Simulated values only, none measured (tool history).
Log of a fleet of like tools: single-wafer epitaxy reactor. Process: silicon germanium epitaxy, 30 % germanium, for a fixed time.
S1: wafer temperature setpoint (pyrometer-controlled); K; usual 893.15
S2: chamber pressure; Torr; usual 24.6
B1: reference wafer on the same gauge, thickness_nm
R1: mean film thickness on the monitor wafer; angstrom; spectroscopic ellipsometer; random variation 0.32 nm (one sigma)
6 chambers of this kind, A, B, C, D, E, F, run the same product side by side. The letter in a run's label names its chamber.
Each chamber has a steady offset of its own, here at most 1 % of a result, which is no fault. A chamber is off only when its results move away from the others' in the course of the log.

{"run": "1D", "hour": 11.8, "S1": 893.15, "S2": 24.6, "B1": 97.169, "R1": 920.2}
{"run": "2B", "hour": 22.2, "S1": 893.15, "S2": 24.6, "B1": 97.284, "R1": 915.62}
{"run": "3F", "hour": 28.3, "S1": 893.15, "S2": 24.6, "B1": 97.223, "R1": 920.33}
{"run": "4C", "hour": 35.5, "S1": 893.15, "S2": 24.6, "B1": 97.187, "R1": 911.52}
{"run": "5E", "hour": 43.3, "S1": 893.15, "S2": 24.6, "B1": 97.126, "R1": 916.58}
{"run": "6A", "hour": 48.9, "S1": 893.15, "S2": 24.6, "B1": 97.167, "R1": 917.7}
{"run": "7E", "hour": 54.5, "S1": 893.15, "S2": 19.7, "B1": 97.179, "R1": 837.21}
{"run": "8D", "hour": 62.9, "S1": 893.15, "S2": 19.7, "B1": 97.207, "R1": 839.44}
{"run": "9B", "hour": 73.7, "S1": 893.15, "S2": 19.7, "B1": 97.206, "R1": 827.28}
{"run": "10F", "hour": 85.8, "S1": 893.15, "S2": 19.7, "B1": 97.256, "R1": 843.64}
{"run": "11C", "hour": 98.4, "S1": 893.15, "S2": 19.7, "B1": 97.145, "R1": 832.16}
{"run": "12A", "hour": 104.9, "S1": 893.15, "S2": 19.7, "B1": 97.162, "R1": 836.15}
{"run": "13E", "hour": 113.4, "S1": 893.15, "S2": 24.6, "B1": 97.251, "R1": 916.91}
{"run": "14C", "hour": 120.5, "S1": 893.15, "S2": 24.6, "B1": 97.174, "R1": 908.78}
{"run": "15F", "hour": 129.6, "S1": 893.15, "S2": 24.6, "B1": 97.233, "R1": 922.49}
{"run": "16B", "hour": 139.5, "S1": 893.15, "S2": 24.6, "B1": 97.197, "R1": 913.45}
{"run": "17D", "hour": 151.5, "S1": 893.15, "S2": 24.6, "B1": 97.139, "R1": 919.19}
{"run": "18A", "hour": 162.7, "S1": 893.15, "S2": 24.6, "B1": 97.199, "R1": 920.53}
{"hour": 170.7, "done": "chamber D: pyrometer calibrated"}
{"run": "19F", "hour": 175.3, "S1": 893.15, "S2": 24.6, "B1": 97.241, "R1": 923.2}
{"run": "20A", "hour": 184.2, "S1": 893.15, "S2": 24.6, "B1": 97.14, "R1": 917.42}
{"run": "21E", "hour": 195.1, "S1": 893.15, "S2": 24.6, "B1": 97.232, "R1": 919.27}
{"run": "22D", "hour": 203.4, "S1": 893.15, "S2": 24.6, "B1": 97.201, "R1": 915.1}
{"run": "23C", "hour": 211.8, "S1": 893.15, "S2": 24.6, "B1": 97.172, "R1": 909.15}
{"hour": 217.9, "done": "chamber E: pyrometer calibrated"}
{"run": "24B", "hour": 224.0, "S1": 893.15, "S2": 24.6, "B1": 97.228, "R1": 905.94}
{"run": "25E", "hour": 236.2, "S1": 893.15, "S2": 24.6, "B1": 97.166, "R1": 915.76}
{"run": "26C", "hour": 242.3, "S1": 893.15, "S2": 24.6, "B1": 97.17, "R1": 913.64}
{"run": "27F", "hour": 250.7, "S1": 893.15, "S2": 24.6, "B1": 97.125, "R1": 924.52}
{"run": "28B", "hour": 262.7, "S1": 902.15, "S2": 24.6, "B1": 97.227, "R1": 1061.8}
{"run": "29D", "hour": 273.2, "S1": 902.15, "S2": 24.6, "B1": 97.24, "R1": 1077.7}
{"run": "30A", "hour": 283.2, "S1": 902.15, "S2": 24.6, "B1": 97.24, "R1": 1049.1}
{"run": "31C", "hour": 289.8, "S1": 902.15, "S2": 24.6, "B1": 97.146, "R1": 1071.3}
{"run": "32B", "hour": 298.0, "S1": 902.15, "S2": 24.6, "B1": 97.153, "R1": 1060.6}
{"run": "33E", "hour": 309.4, "S1": 902.15, "S2": 24.6, "B1": 97.083, "R1": 1076.0}
{"run": "34D", "hour": 318.9, "S1": 893.15, "S2": 24.6, "B1": 97.216, "R1": 917.81}
{"run": "35F", "hour": 325.3, "S1": 893.15, "S2": 24.6, "B1": 97.215, "R1": 923.94}
{"run": "36A", "hour": 337.0, "S1": 893.15, "S2": 24.6, "B1": 97.19, "R1": 892.97}
{"run": "37A", "hour": 344.7, "S1": 893.15, "S2": 24.6, "B1": 97.186, "R1": 889.8}
{"run": "38F", "hour": 356.3, "S1": 893.15, "S2": 24.6, "B1": 97.163, "R1": 918.91}
{"hour": 359.4, "done": "chamber C: pyrometer calibrated"}
{"run": "39C", "hour": 367.2, "S1": 893.15, "S2": 24.6, "B1": 97.171, "R1": 907.79}
{"hour": 371.4, "done": "chamber F: capacitance manometer re-zeroed and calibrated"}
{"run": "40B", "hour": 378.8, "S1": 893.15, "S2": 24.6, "B1": 97.317, "R1": 900.59}
{"run": "41D", "hour": 388.2, "S1": 893.15, "S2": 24.6, "B1": 97.209, "R1": 910.18}
{"run": "42E", "hour": 394.4, "S1": 893.15, "S2": 24.6, "B1": 97.194, "R1": 916.5}
{"run": "43F", "hour": 401.2, "S1": 888.15, "S2": 24.6, "B1": 97.236, "R1": 838.4}

All 6 chambers run these settings next. Forecast each chamber's results:
{"run": "44A", "hour": 410.4, "S1": 893.15, "S2": 30.1, "R1": "?"}
{"run": "44B", "hour": 410.4, "S1": 893.15, "S2": 30.1, "R1": "?"}
{"run": "44C", "hour": 410.4, "S1": 893.15, "S2": 30.1, "R1": "?"}
{"run": "44D", "hour": 410.4, "S1": 893.15, "S2": 30.1, "R1": "?"}
{"run": "44E", "hour": 410.4, "S1": 893.15, "S2": 30.1, "R1": "?"}
{"run": "44F", "hour": 410.4, "S1": 893.15, "S2": 30.1, "R1": "?"}

run=44A R1=952.03
run=44B R1=989.20
run=44C R1=983.57
run=44D R1=986.90
run=44E R1=992.67
run=44F R1=1002.40
